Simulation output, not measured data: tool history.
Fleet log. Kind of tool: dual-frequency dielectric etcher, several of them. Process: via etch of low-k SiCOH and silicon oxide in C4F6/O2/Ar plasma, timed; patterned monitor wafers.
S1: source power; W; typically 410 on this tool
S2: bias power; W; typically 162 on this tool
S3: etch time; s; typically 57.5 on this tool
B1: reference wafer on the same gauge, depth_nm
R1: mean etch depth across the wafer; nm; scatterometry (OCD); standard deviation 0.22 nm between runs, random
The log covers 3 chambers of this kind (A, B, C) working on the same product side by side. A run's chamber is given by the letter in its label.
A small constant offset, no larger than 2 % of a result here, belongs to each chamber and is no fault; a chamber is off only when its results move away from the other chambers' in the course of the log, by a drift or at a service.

Run 1B, hour 3.2: usual settings; B1 126.06. Result: R1 155.97 nm.
Run 2A, hour 9.9: usual settings; B1 126.06. Result: R1 154.34 nm.
Run 3C, hour 15.7: usual settings; B1 126.1. Result: R1 158.14 nm.
Run 4C, hour 18.7: usual settings; B1 126.11. Result: R1 158.06 nm.
Run 5B, hour 25: usual settings; B1 126.12. Result: R1 156.18 nm.
Run 6A, hour 31.2: usual settings but S2 130 W; B1 126.19. Result: R1 145.19 nm.
At hour 35: chamber B: wet clean of the chamber.
Run 7C, hour 35.7: usual settings but S2 130 W; B1 126.17. Result: R1 147.62 nm.
Run 8A, hour 41.5: usual settings but S2 130 W; B1 126.18. Result: R1 144.61 nm.
Run 9B, hour 45.2: usual settings; B1 126.21. Result: R1 156.26 nm.
Run 10C, hour 50.2: usual settings; B1 126.21. Result: R1 158.15 nm.
Run 11B, hour 56.9: usual settings; B1 126.28. Result: R1 156.39 nm.
Run 12A, hour 61.3: usual settings; B1 126.28. Result: R1 154.71 nm.
Run 13B, hour 67.2: usual settings; B1 126.31. Result: R1 156.52 nm.
Run 14A, hour 72.4: usual settings; B1 126.4. Result: R1 154.96 nm.
Run 15C, hour 76.4: usual settings; B1 126.39. Result: R1 158.23 nm.
Run 16A, hour 79.7: usual settings; B1 126.42. Result: R1 155 nm.
Run 17B, hour 82.6: usual settings; B1 126.41. Result: R1 156.51 nm.
Run 18C, hour 87.8: usual settings; B1 126.45. Result: R1 158.44 nm.
Run 19A, hour 94.4: usual settings; B1 126.46. Result: R1 154.97 nm.
Run 20B, hour 97.4: usual settings; B1 126.53. Result: R1 157 nm.
Run 21C, hour 101: usual settings; B1 126.46. Result: R1 158.34 nm.
Run 22C, hour 104.4: usual settings; B1 126.59. Result: R1 158.53 nm.
At hour 107.7: chamber A: wet clean of the chamber.
Run 23A, hour 108.9: usual settings; B1 126.57. Result: R1 155.22 nm.
Run 24B, hour 113: usual settings; B1 126.58. Result: R1 156.67 nm.
Run 25C, hour 116.7: usual settings; B1 126.62. Result: R1 158.71 nm.
Run 26B, hour 122.6: usual settings; B1 126.65. Result: R1 156.33 nm.
Run 27A, hour 125.8: usual settings but S2 131 W, S3 48.5 s; B1 126.66. Result: R1 122.77 nm.
Run 28B, hour 129.9: usual settings but S2 131 W, S3 48.5 s; B1 126.67. Result: R1 124.24 nm.
Run 29A, hour 133.7: usual settings but S2 131 W, S3 48.5 s; B1 126.74. Result: R1 122.64 nm.
Run 30C, hour 136.7: usual settings; B1 126.73. Result: R1 158.89 nm.
Run 31C, hour 140.8: usual settings; B1 126.74. Result: R1 158.84 nm.

Is one chamber off against the others, does the gauge drift, or is nothing wrong? If a chamber is off, say which, and what the likeliest cause is.

The shared gauge is drifting. All chambers look as if they move in step, but none is off.
Likeliest cause: gauge reads high (%) = 0.592.

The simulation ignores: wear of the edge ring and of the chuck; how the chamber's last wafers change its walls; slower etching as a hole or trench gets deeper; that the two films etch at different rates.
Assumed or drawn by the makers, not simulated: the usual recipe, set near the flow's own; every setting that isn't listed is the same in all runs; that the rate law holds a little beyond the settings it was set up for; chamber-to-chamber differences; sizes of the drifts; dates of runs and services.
